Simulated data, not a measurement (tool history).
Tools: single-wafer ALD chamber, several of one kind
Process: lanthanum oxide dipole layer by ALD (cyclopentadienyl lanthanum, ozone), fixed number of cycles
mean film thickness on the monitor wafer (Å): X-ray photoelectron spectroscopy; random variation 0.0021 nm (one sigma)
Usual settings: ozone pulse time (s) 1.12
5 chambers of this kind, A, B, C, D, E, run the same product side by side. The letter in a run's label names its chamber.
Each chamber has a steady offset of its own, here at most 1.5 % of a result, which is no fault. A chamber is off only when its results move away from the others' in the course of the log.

run,day,ozone pulse time (s),"read-back reference wafer on the same gauge, thickness_nm",mean film thickness on the monitor wafer (Å)
1A,0.175,1.12,0.59032,5.2155
2B,0.35,1.12,0.59017,5.1184
3D,0.442,1.12,0.59001,5.1684
4C,0.638,1.12,0.59018,5.2501
5E,0.792,1.12,0.59015,5.1355
6E,0.904,1.12,0.58999,5.1379
7B,1.033,1.12,0.5903,5.1447
# day 1.121: chamber A: thermocouple changed; heater temperature recalibrated
8C,1.162,1.12,0.58986,5.2216
9A,1.325,1.12,0.58951,5.2308
# day 1.342: chamber C: ozone generator serviced
10D,1.492,1.12,0.58949,5.1887
11B,1.583,1.12,0.58935,5.1388
12C,1.733,1.12,0.59014,5.2202
13D,1.921,1.12,0.58995,5.1807
14A,2.058,0.81,0.58946,4.67
15E,2.204,0.81,0.59056,4.6061
16E,2.304,0.81,0.59022,4.5662
17C,2.412,0.81,0.58981,4.6892
18A,2.558,0.81,0.59006,4.6789
19D,2.762,1.12,0.58984,5.1937
20B,2.862,1.12,0.58992,5.1134
21A,2.992,1.12,0.59023,5.2247
22B,3.129,1.12,0.58993,5.1239
23E,3.296,1.12,0.58996,5.1148
24D,3.417,1.12,0.59042,5.202
25C,3.508,1.12,0.59036,5.2572
26A,3.654,1.12,0.59001,5.1989
27E,3.85,1.12,0.59026,5.0953
28B,3.95,1.12,0.58976,5.1385
29C,4.112,1.12,0.5904,5.2415
30D,4.225,1.26,0.58976,5.3589
31B,4.379,1.26,0.59006,5.2649
32A,4.538,1.26,0.59011,5.3726
33D,4.654,1.26,0.59033,5.35
34C,4.792,1.26,0.59012,5.3822
35E,4.925,0.78,0.59008,4.5616

Next, every chamber runs the same settings. What will each give?
36A,5.071,1.49,,?
36B,5.071,1.49,,?
36C,5.071,1.49,,?
36D,5.071,1.49,,?
36E,5.071,1.49,,?

run,mean film thickness on the monitor wafer (Å)
36A,5.5457
36B,5.4543
36C,5.5457
36D,5.5357
36E,5.439
